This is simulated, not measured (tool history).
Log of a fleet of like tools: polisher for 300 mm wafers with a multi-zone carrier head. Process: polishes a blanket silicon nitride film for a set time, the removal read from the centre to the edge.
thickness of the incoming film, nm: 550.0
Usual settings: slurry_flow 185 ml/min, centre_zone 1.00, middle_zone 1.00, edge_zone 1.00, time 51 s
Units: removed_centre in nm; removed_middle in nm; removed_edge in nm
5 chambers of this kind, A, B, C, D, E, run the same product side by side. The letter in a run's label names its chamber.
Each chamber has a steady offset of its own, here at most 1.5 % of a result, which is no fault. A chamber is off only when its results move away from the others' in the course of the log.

run	hour	slurry_flow	centre_zone	middle_zone	edge_zone	time	wafers polished on this pad	hours since the slurry nozzle was cleaned	hours since the centre zone pressure was calibrated	hours since the edge zone pressure was calibrated	removed_centre	removed_middle	removed_edge
1B	3.3	185	1.00	1.00	1.00	51	64	227.5	302.9	446.4	89.578	88.627	88.770
2C	8.7	185	1.00	1.00	1.00	51	269	140.7	474.6	68.8	90.175	89.403	88.251
3A	11.8	185	1.00	1.00	1.00	51	138	77.1	885.8	152.6	90.896	90.234	90.090
4D	15.8	185	1.00	1.00	1.00	51	326	196.3	1075.0	56.5	88.907	90.197	91.902
5E	19.9	185	1.00	1.00	1.00	51	509	73.2	107.0	487.7	87.135	89.095	88.822
6C	22.4	185	1.00	1.00	1.00	51	430	154.4	488.3	82.5	90.656	88.515	92.467
7B	25.7	150	1.00	1.00	0.94	51	328	249.9	325.3	468.8	87.630	86.287	85.571
# hour 27.6: chamber E: worn pad replaced by a new one
8A	28.4	150	1.00	1.00	0.94	51	333	93.7	902.4	169.2	86.821	87.301	84.696
9D	31.8	150	1.00	1.00	0.94	51	514	212.3	1091.0	72.5	87.418	87.169	85.591
10E	35.7	150	1.00	1.00	0.94	51	95	89.0	122.8	503.5	87.600	88.027	85.046
11E	38.5	150	1.00	1.00	0.94	51	128	91.8	125.6	506.3	86.327	88.253	85.576
12B	42.7	185	1.00	1.00	1.00	51	527	266.9	342.3	485.8	89.323	89.931	89.295
13A	46.7	185	1.00	1.00	1.00	51	548	112.0	920.7	187.5	89.854	88.961	89.135
14D	49.4	185	1.00	1.00	1.00	51	721	229.9	1108.6	90.1	89.288	89.842	90.809
15C	52.7	185	1.00	1.00	1.00	51	786	184.7	518.6	112.8	89.290	89.293	89.140
16B	57.1	185	1.00	1.00	1.00	51	697	281.3	356.7	500.2	90.138	91.412	88.504
# hour 57.7: chamber C: centre zone pressure recalibrated
17D	61.2	185	1.06	1.00	1.00	51	859	241.7	1120.4	101.9	96.040	90.324	91.860
18C	64.2	185	1.06	1.00	1.00	51	921	196.2	6.6	124.3	97.615	88.759	89.700
19A	67.3	185	1.06	1.00	1.00	51	791	132.6	941.3	208.1	95.736	87.409	89.695
20E	70.0	185	1.06	1.00	1.00	51	498	123.3	157.1	537.8	95.362	88.505	90.230
21E	72.6	185	1.06	1.00	1.00	51	528	125.9	159.7	540.4	95.495	89.496	89.493
22B	76.6	185	1.00	1.00	1.00	51	926	300.8	376.2	519.7	89.568	90.666	87.575
23A	80.4	185	1.00	1.00	1.00	51	945	145.7	954.4	221.2	88.701	87.691	91.111
# hour 80.9: chamber E: worn pad replaced by a new one
24D	83.6	185	1.00	1.00	1.00	51	1123	264.1	1142.8	124.3	90.035	88.876	91.212
25C	86.4	185	1.00	1.00	1.00	51	1182	218.4	28.8	146.5	86.341	86.942	87.093
26D	91.9	185	1.00	1.00	1.00	51	1220	272.4	1151.1	132.6	90.983	89.264	89.536
27A	94.9	185	1.00	1.00	1.00	51	1115	160.2	968.9	235.7	89.468	88.406	89.972
28C	97.6	235	1.00	1.08	1.00	51	1314	229.6	40.0	157.7	90.336	94.078	90.149
29B	100.5	235	1.00	1.08	1.00	51	1207	324.7	400.1	543.6	93.832	99.910	91.471
30E	104.6	235	1.00	1.08	1.00	51	279	157.9	191.7	572.4	93.715	98.821	91.681
# hour 105.2: chamber A: worn pad replaced by a new one
# hour 105.4: chamber D: worn pad replaced by a new one
31D	109.0	235	1.00	1.08	1.00	51	43	289.5	1168.2	149.7	93.681	100.430	90.597
# hour 111.2: chamber B: slurry nozzle cleaned
32B	111.7	235	1.00	1.08	1.00	51	1339	0.5	411.3	554.8	94.917	99.778	93.025
33A	115.1	185	1.00	1.00	1.00	51	117	180.4	989.1	255.9	89.506	88.657	89.836
34C	119.4	185	1.00	1.00	1.00	51	1570	251.4	61.8	179.5	83.833	83.729	86.053
35E	121.9	185	1.00	1.00	1.00	51	482	175.2	209.0	589.7	90.687	89.681	90.419
36D	127.1	185	1.00	1.00	1.00	51	256	307.6	1186.3	167.8	88.491	88.390	90.966
37E	129.5	185	1.00	1.00	1.00	51	571	182.8	216.6	597.3	89.975	89.181	89.921

Next, every chamber runs the same settings. What will each give?
38A	133.5	185	1.00	1.00	1.00	51					?	?	?
38B	133.5	185	1.00	1.00	1.00	51					?	?	?
38C	133.5	185	1.00	1.00	1.00	51					?	?	?
38D	133.5	185	1.00	1.00	1.00	51					?	?	?
38E	133.5	185	1.00	1.00	1.00	51					?	?	?

run	removed_centre	removed_middle	removed_edge
38A	90.043	89.575	89.321
38B	90.524	90.360	89.511
38C	82.447	84.738	83.693
38D	91.963	89.412	90.830
38E	89.753	89.781	89.185
